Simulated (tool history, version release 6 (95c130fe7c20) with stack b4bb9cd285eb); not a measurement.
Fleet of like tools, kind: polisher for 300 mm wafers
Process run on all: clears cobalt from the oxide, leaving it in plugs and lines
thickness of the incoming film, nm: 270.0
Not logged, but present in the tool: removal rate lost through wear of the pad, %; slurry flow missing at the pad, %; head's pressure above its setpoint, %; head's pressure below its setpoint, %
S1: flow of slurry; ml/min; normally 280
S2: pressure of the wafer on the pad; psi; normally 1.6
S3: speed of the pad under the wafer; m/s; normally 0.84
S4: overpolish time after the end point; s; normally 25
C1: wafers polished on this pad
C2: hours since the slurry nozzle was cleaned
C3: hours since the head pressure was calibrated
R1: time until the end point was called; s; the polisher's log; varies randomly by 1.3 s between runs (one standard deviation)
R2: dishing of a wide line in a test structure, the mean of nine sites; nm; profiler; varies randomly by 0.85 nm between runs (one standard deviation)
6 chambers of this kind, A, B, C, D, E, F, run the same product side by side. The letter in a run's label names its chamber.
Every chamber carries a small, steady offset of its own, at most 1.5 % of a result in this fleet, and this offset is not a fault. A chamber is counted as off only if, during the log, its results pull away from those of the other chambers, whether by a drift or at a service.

run	hour	S1	S2	S3	S4	C1	C2	C3	R1	R2
1E	6.5	280	1.6	0.84	25	706	272.8	805.3	75.173	37
# hour 8.8: chamber E: slurry nozzle cleaned
2C	15.9	280	1.6	0.84	25	541	108.4	364.9	74.245	37.361
3B	23.6	280	1.6	0.84	25	466	25.1	282	72.767	35.253
# hour 28.4: chamber C: worn pad replaced by a new one
4F	29.8	280	1.6	0.84	25	225	134.9	572.1	72.778	36.386
5A	38.2	280	1.6	0.84	25	1277	99.3	40.4	74.701	35.587
6D	46.5	280	1.6	0.84	25	978	240.2	335.9	74.291	36.532
# hour 56.3: chamber E: worn pad replaced by a new one
7C	57.7	280	1.6	0.84	25	217	150.2	406.7	72.391	36.98
# hour 60.5: chamber A: worn pad replaced by a new one
# hour 65.7: chamber D: worn pad replaced by a new one
8A	67.5	280	1.6	0.84	25	52	128.6	69.7	74.39	36.649
9D	78.6	280	1.2	0.84	25	95	272.3	368	97.973	32.962
# hour 83.6: chamber F: worn pad replaced by a new one
10F	89.8	280	1.2	0.84	25	46	194.9	632.1	99.426	32.195
11B	96.2	280	1.2	0.84	25	1003	97.7	354.6	102.48	31.709
12E	102.1	280	1.2	0.84	25	339	93.4	900.9	98.493	33.908
# hour 106.2: chamber C: worn pad replaced by a new one
13D	108.9	280	1.2	0.84	25	320	302.6	398.3	102.49	35.305
14E	118.1	280	1.2	0.84	25	458	109.4	916.9	100.73	33.373
15A	126.4	280	1.6	0.84	25	488	187.5	128.6	75.517	34.58
# hour 135: chamber D: slurry nozzle cleaned
16C	135.4	280	1.6	0.84	25	216	227.9	484.4	72.703	37.806
17B	143.8	280	1.6	0.84	25	1356	145.3	402.2	75.462	36.11
18F	150.8	280	1.2	0.64	25	498	255.9	693.1	130.19	28.243
19E	157.5	280	1.2	0.64	25	750	148.8	956.3	129.27	27.521
# hour 165.3: chamber B: worn pad replaced by a new one
20A	168.8	280	1.2	0.64	25	802	229.9	171	125.43	29.358
# hour 173.1: chamber F: worn pad replaced by a new one
21B	178	280	1.2	0.64	25	94	179.5	436.4	134.63	29.64
# hour 179.4: chamber E: worn pad replaced by a new one
# hour 181.5: chamber C: worn pad replaced by a new one
22C	188.7	280	1.2	0.64	25	53	281.2	537.7	131.07	29.401
23D	195.1	280	1.2	0.64	25	958	60.1	484.5	131.03	29.067
24F	206	280	1.6	0.84	25	243	311.1	748.3	73.223	35.515
# hour 212.3: chamber A: slurry nozzle cleaned
25D	215.5	280	1.6	0.84	25	1109	80.5	504.9	74.461	36.281
26B	223.5	280	1.6	0.84	25	431	225	481.9	76.381	36.039
27F	234.3	280	1.6	0.84	25	453	339.4	776.6	74.783	35.512
28A	245.7	280	1.6	0.84	25	1372	33.4	247.9	72.965	36.023
# hour 249.9: chamber F: worn pad replaced by a new one
# hour 256: chamber C: worn pad replaced by a new one
29E	257.1	280	1.6	0.84	25	575	248.4	1055.9	74.664	34.634
# hour 257.3: chamber A: worn pad replaced by a new one
# hour 259.7: chamber D: worn pad replaced by a new one
30C	268	280	1.1	0.84	11	89	360.5	617	104.07	19.449
31F	279.3	280	1.1	0.84	11	218	384.4	821.6	108.7	19.618
32E	288.1	280	1.1	0.84	11	805	279.4	1086.9	107.35	19.8
33C	294.1	280	1.1	0.84	11	282	386.6	643.1	106.84	20.072
# hour 295: chamber E: slurry nozzle cleaned
34B	303.9	280	1.1	0.84	11	1027	305.4	562.3	106.31	19.565
35A	314.3	280	1.1	0.84	11	422	102	316.5	109.19	20.231
# hour 321.3: chamber F: slurry nozzle cleaned
36D	323.6	280	1.6	0.84	25	473	188.6	613	75.832	35.532
# hour 326.9: chamber E: worn pad replaced by a new one
# hour 327.8: chamber F: worn pad replaced by a new one
# hour 333.6: chamber C: worn pad replaced by a new one
37F	334.3	280	1.6	0.84	25	48	13	876.6	72.536	37.078
38C	342.2	280	1.6	0.84	25	63	434.7	691.2	76.783	37.73
39E	348.7	280	1.6	0.84	25	162	53.8	1147.5	74.305	35.849
# hour 350: chamber B: worn pad replaced by a new one
40A	358.8	280	1.6	0.84	25	752	146.5	361	75.458	36.165
41B	366.3	280	1.6	0.84	25	121	367.8	624.7	75.875	35.506
42D	377	280	1.6	0.84	25	869	242	666.4	72.432	35.756
43F	382.1	280	1.6	0.84	25	402	60.8	924.4	73.387	36.302
44C	389.3	280	1.6	0.84	25	412	481.8	738.3	73.336	36.299

All chambers now run identical settings, listed one chamber a line with results as question marks. What results will each chamber show?
45A	397.6	280	1.6	0.56	25				?	?
45B	397.6	280	1.6	0.56	25				?	?
45C	397.6	280	1.6	0.56	25				?	?
45D	397.6	280	1.6	0.56	25				?	?
45E	397.6	280	1.6	0.56	25				?	?
45F	397.6	280	1.6	0.56	25				?	?

run	R1	R2
45A	110.23	30.677
45B	113.07	30.771
45C	114.19	32.717
45D	109.56	31.73
45E	111.42	32.216
45F	109.45	30.807

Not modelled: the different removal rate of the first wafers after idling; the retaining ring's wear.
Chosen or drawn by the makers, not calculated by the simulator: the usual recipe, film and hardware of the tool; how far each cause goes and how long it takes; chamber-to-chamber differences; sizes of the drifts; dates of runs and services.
